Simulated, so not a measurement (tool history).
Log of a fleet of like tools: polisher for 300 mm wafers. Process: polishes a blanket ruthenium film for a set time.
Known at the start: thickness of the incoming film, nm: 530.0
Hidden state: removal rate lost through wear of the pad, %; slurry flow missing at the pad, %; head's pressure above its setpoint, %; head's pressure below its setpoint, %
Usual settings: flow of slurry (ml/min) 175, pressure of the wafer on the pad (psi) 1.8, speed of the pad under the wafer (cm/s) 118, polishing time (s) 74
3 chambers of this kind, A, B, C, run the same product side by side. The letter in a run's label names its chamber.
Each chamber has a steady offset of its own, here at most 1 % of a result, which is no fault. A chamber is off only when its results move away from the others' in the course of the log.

run	hour	flow of slurry (ml/min)	pressure of the wafer on the pad (psi)	speed of the pad under the wafer (cm/s)	polishing time (s)	wafers polished on this pad	hours since the slurry nozzle was cleaned	hours since the head pressure was calibrated	film removed (Å)
1C	5.4	175	1.8	118	74	117	403.9	271.0	962.36
2A	11.0	175	1.8	118	74	252	319.1	490.0	964.53
3B	15.5	175	1.8	118	74	326	61.8	45.1	945.07
4B	24.1	175	1.8	118	74	444	70.4	53.7	950.95
# hour 27.8: chamber B: worn pad replaced by a new one
5A	32.0	175	1.8	118	74	539	340.1	511.0	953.47
6C	40.5	175	1.8	118	74	596	439.0	306.1	953.84
# hour 43.6: chamber A: worn pad replaced by a new one
7B	44.3	175	1.8	118	74	225	90.6	73.9	944.20
# hour 48.3: chamber C: worn pad replaced by a new one
8C	48.3	175	1.8	118	74	0	446.8	313.9	986.69
9A	55.6	175	1.8	118	74	164	363.7	534.6	963.63
10B	62.7	175	1.8	118	74	477	109.0	92.3	961.50
# hour 67.6: chamber B: worn pad replaced by a new one
# hour 68.7: chamber C: slurry nozzle cleaned
11A	71.5	175	1.8	118	74	381	379.6	550.5	955.53
12C	76.0	175	1.8	118	74	378	7.3	341.6	962.75
13C	81.8	175	1.8	104	63	457	13.1	347.4	732.60
14B	88.8	175	1.8	104	63	290	135.1	118.4	712.11
# hour 90.0: chamber A: head pressure recalibrated
# hour 94.5: chamber A: worn pad replaced by a new one
# hour 95.3: chamber C: worn pad replaced by a new one
15A	97.5	175	1.8	104	63	42	405.6	7.6	813.05
16A	103.7	175	1.8	118	74	126	411.8	13.8	1095.20
17B	109.4	175	1.8	118	74	571	155.7	139.0	941.87
18C	114.4	175	1.8	118	74	261	45.7	380.0	971.74
# hour 115.2: chamber B: worn pad replaced by a new one
19B	120.9	175	1.8	118	74	78	167.2	150.5	930.98
20A	129.0	175	1.8	156	74	472	437.1	39.1	1418.60
21C	136.6	175	1.8	156	74	564	67.9	402.2	1270.90
# hour 144.0: chamber C: worn pad replaced by a new one
22C	145.0	175	1.8	156	74	14	76.3	410.6	1276.30
23B	151.7	175	1.8	118	74	499	198.0	181.3	961.50
# hour 152.3: chamber A: worn pad replaced by a new one
24A	160.4	175	1.8	118	74	111	468.5	70.5	1081.20
# hour 162.2: chamber B: worn pad replaced by a new one
25A	165.4	175	1.8	118	74	179	473.5	75.5	1094.00
26C	172.1	175	1.8	118	74	384	103.4	437.7	949.25
27B	177.2	175	1.8	118	74	205	223.5	206.8	944.28
28C	184.5	175	1.8	118	74	553	115.8	450.1	957.78
# hour 190.6: chamber A: slurry nozzle cleaned
# hour 191.5: chamber C: worn pad replaced by a new one
29B	192.1	175	1.8	118	74	408	238.4	221.7	940.57
30A	200.0	175	1.8	118	74	652	9.4	110.1	1064.60
31C	204.4	175	1.8	118	74	177	135.7	470.0	968.66
32A	208.3	175	1.8	118	74	765	17.7	118.4	1069.70
# hour 209.4: chamber B: worn pad replaced by a new one
33B	212.4	175	1.8	118	74	41	258.7	242.0	954.39

What goes on in this fleet: one chamber off, a drifting gauge, or nothing beyond the chambers' own small offsets? Name the chamber and the cause, if any.

A service left chamber A off against the others.
Cause: head's pressure above its setpoint, % = 11.7.

Here are 4 candidates for chamber A's next run, each the usual settings with a change, their results left as question marks. Which one brings its results back in line with what the others give on the usual settings?
In line means no further than this from the other chambers' mean on the usual settings: film removed (Å) 42.00
34A-1	218.7	175	2.0	118	74				?
34A-2	218.7	175	1.8	122	74				?
34A-3	218.7	170	1.8	104	74				?
34A-4	218.7	175	1.8	118	72				?

The other chambers' mean on the usual settings: film removed (Å) 954.95
run	film removed (Å)
34A-1	1200.20
34A-2	1118.80
34A-3	948.05
34A-4	1052.60
34A-3 brings the chamber back in line.
